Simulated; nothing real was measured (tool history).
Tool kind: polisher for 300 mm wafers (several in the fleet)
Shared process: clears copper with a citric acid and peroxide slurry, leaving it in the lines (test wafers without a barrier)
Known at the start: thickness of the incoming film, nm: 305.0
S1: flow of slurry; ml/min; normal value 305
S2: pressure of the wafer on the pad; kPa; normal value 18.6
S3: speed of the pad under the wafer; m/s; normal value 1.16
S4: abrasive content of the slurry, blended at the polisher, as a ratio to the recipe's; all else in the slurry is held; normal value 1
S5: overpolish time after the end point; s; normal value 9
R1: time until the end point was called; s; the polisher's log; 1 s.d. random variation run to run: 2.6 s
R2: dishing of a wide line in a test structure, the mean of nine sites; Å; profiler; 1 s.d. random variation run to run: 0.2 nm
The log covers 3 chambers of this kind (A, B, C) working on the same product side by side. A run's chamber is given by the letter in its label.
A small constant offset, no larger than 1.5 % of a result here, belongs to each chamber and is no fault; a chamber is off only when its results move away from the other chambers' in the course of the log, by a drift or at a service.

run,hour,S1,S2,S3,S4,S5,R1,R2
1B,5.9,305,18.6,1.16,1,9,143.75,142.30
# hour 6.7: chamber B: worn pad replaced by a new one
2A,11.5,305,18.6,1.16,1,9,149.33,149.32
# hour 19.5: chamber C: slurry blender recalibrated
3C,20.5,305,18.6,1.16,1,9,146.45,140.90
4C,26.0,305,18.6,1.16,1,9,143.27,140.61
5A,31.1,305,18.6,1.16,1,9,144.94,144.00
6B,41.2,305,18.6,1.16,1,9,144.62,143.84
7A,46.1,305,24.1,1.16,1,9,114.84,185.24
# hour 52.6: chamber A: slurry blender recalibrated
8B,52.6,305,24.1,1.16,1,9,115.45,179.59
# hour 57.2: chamber A: worn pad replaced by a new one
# hour 57.7: chamber B: slurry nozzle cleaned
9C,58.4,305,24.1,1.16,1,9,110.38,179.12
# hour 62.8: chamber A: head pressure recalibrated
# hour 62.9: chamber C: worn pad replaced by a new one
10A,66.4,305,18.6,1.16,1,9,146.39,147.20
11B,71.9,305,18.6,1.16,1,9,149.27,139.53
12C,81.7,305,18.6,1.16,1,9,146.11,141.21
13B,92.2,305,18.6,1.16,1,9,149.93,143.92
14C,97.8,305,18.6,1.16,1,9,145.93,144.54
15A,104.5,305,18.6,1.16,1,9,146.02,145.16
16A,114.3,305,18.6,1.16,1,9,148.76,142.77
# hour 115.8: chamber C: slurry blender recalibrated
17B,119.9,305,18.6,1.16,1,9,144.99,142.56
18C,129.4,305,18.6,1.16,1,9,143.79,142.06
# hour 134.4: chamber B: worn pad replaced by a new one
19B,135.0,305,18.6,1.16,1,9,143.36,143.07
20C,144.8,305,18.6,1.16,1,9,149.06,137.88
21A,154.7,305,18.6,1.16,1,9,147.39,145.09
22C,162.8,305,18.6,1.16,1,9,145.12,141.48

Has any chamber moved away from the others, gradually or after a service, or does the common gauge drift, or do the chambers differ only by their own small steady offsets? State the chamber and the most likely cause if one applies.

Nothing is wrong: each chamber keeps only its own small, steady offset and the gauge holds still.
